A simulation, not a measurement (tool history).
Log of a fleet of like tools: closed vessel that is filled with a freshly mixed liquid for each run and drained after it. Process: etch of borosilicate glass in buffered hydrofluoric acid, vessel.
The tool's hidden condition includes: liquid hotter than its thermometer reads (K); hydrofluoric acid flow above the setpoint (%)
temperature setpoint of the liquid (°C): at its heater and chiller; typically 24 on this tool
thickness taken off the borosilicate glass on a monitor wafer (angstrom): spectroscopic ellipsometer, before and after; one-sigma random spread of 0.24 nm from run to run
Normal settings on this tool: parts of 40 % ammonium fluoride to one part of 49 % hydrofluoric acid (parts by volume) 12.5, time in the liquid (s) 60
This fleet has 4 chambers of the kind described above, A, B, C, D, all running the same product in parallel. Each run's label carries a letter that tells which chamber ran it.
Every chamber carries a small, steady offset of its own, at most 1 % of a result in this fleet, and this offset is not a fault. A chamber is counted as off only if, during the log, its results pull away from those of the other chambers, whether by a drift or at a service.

run	day	temperature setpoint of the liquid (°C)	parts of 40 % ammonium fluoride to one part of 49 % hydrofluoric acid (parts by volume)	time in the liquid (s)	hours since the thermometer was replaced	hours since the hydrofluoric acid flow meter was replaced	read-back film thickness of the borosilicate glass reference wafer, read on the same gauge (nm)	thickness taken off the borosilicate glass on a monitor wafer (angstrom)
1C	0.333	24	12.5	60	374.2	629.1	79.995	604.47
2A	0.662	24	12.5	60	139.6	249	80.001	594.7
3B	0.896	24	12.5	60	541.3	99.1	79.982	598.88
4D	1.138	24	12.5	60	91	239.1	79.991	602.59
5A	1.35	24	12.5	60	156.1	265.5	80.009	600.41
6C	1.662	24	12.5	60	406.1	661	79.992	605.64
7B	1.896	24	12.5	60	565.3	123.1	79.993	598.94
8D	2.283	24	12.5	60	118.5	266.6	80.009	600.52
9C	2.679	24	12.5	60	430.5	685.4	79.982	604.98
10D	2.988	24	12.5	60	135.4	283.5	79.995	603.09
11A	3.392	24	12.5	60	205.1	314.5	80.014	599.12
12B	3.671	24	12.5	60	607.9	165.7	80.015	596.65
13C	3.975	24	12.5	60	461.6	716.5	79.983	609.46
14B	4.267	24	12.5	75	622.2	180	79.993	746.77
15D	4.462	24	12.5	75	170.8	318.9	79.987	751.01
16A	4.871	24	12.5	75	240.6	350	80.032	748.04
17C	5.225	24	12.5	75	491.6	746.5	80.017	762.7
18D	5.517	24	12.5	60	196.1	344.2	79.981	599.49
19B	5.717	24	12.5	60	657	214.8	80.031	598.17
20A	5.971	20.5	10.5	60	267	376.4	80.004	581.94
21B	6.2	20.5	10.5	60	668.6	226.4	80.014	588.26
22A	6.508	20.5	10.5	60	279.9	389.3	80.002	589.45
23C	6.712	20.5	10.5	60	527.3	782.2	79.998	604.87
24D	7.142	24	12.5	60	235.1	383.2	80.013	599.78
25B	7.521	24	12.5	60	700.3	258.1	80.012	597.11
26C	7.9	24	12.5	95	555.8	810.7	79.989	977.11
27D	8.258	24	12.5	95	261.9	410	80.013	941.09
28A	8.683	24	12.5	95	332.1	441.5	80.011	950.46
29B	8.896	24	12.5	95	733.3	291.1	80.009	951.97
30A	9.288	24	12.5	60	346.6	456	79.979	596.9
31C	9.633	24	12.5	60	597.4	852.3	80.007	626.88

All chambers now run identical settings, listed one chamber a line with results as question marks. What results will each chamber show?
32A	9.946	24	12.5	60				?
32B	9.946	24	12.5	60				?
32C	9.946	24	12.5	60				?
32D	9.946	24	12.5	60				?

run	thickness taken off the borosilicate glass on a monitor wafer (angstrom)
32A	595.55
32B	598.13
32C	626.28
32D	597.84

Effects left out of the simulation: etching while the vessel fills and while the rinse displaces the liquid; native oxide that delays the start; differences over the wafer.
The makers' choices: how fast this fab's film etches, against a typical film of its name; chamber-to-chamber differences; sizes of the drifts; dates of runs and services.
